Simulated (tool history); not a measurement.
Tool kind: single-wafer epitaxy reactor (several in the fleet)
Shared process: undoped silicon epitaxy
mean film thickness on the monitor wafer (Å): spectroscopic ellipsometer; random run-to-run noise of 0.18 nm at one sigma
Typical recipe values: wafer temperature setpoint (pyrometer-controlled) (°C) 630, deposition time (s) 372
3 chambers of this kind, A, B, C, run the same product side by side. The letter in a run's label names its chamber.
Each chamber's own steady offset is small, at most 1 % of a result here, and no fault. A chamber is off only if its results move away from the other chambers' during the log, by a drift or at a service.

run,day,wafer temperature setpoint (pyrometer-controlled) (°C),deposition time (s),hours since the last pyrometer calibration,"read-back reference wafer on the same gauge, thickness_nm",mean film thickness on the monitor wafer (Å)
1A,0.242,630,372,469.9,39.25,401.41
2C,0.45,630,372,1355.8,39.236,401.51
3B,0.592,630,372,359.7,39.227,396.96
4C,0.762,630,372,1363.3,39.157,401.52
5A,1.042,630,372,489.1,39.208,401.07
6B,1.317,630,372,377.1,39.2,396.84
7A,1.45,625,443,498.9,39.185,428.7
8B,1.592,625,443,383.7,39.22,418.05
9C,1.783,625,443,1387.8,39.192,425.46
10C,1.958,630,300,1392,39.195,323.51
11A,2.162,630,300,516,39.211,326.79
12B,2.358,630,300,402.1,39.207,320.43
13B,2.5,630,372,405.5,39.176,397.55
14A,2.771,630,372,530.6,39.221,410.76
15C,2.9,630,372,1414.6,39.254,396.42
16B,3.062,630,372,419,39.171,396.93
17C,3.304,630,372,1424.3,39.198,399.81
18A,3.588,630,372,550.2,39.203,412.04
19B,3.796,630,372,436.6,39.22,394.8
20A,3.962,630,372,559.2,39.168,412.33
21C,4.2,616,433,1445.8,39.211,339.24
22B,4.467,616,433,452.7,39.194,332.62
23C,4.742,616,433,1458.8,39.185,337.66

One chamber off, gauge drift, or nothing amiss beyond the chambers' own small offsets? If it is a chamber, which one, and what is the likeliest cause?

Chamber A drifts away from the others.
Most likely cause: wafer temperature above the value expected at the setpoint (K) = 1.38.

Which of the 4 candidates below, each the usual settings with something changed and its results left as question marks, puts chamber A back in line with what the other chambers give on the usual settings?
In-line tolerance around the mean of the other chambers on the usual settings: mean film thickness on the monitor wafer (Å) 6.1
24A-1,4.95,630,357,,,?
24A-2,4.95,630,387,,,?
24A-3,4.95,630,367,,,?
24A-4,4.95,630,377,,,?

The other chambers' mean on the usual settings: mean film thickness on the monitor wafer (Å) 398.42
run,mean film thickness on the monitor wafer (Å)
24A-1,400.31
24A-2,433.95
24A-3,411.52
24A-4,422.74
24A-1 is the one that brings the chamber's results back in line with the other chambers.
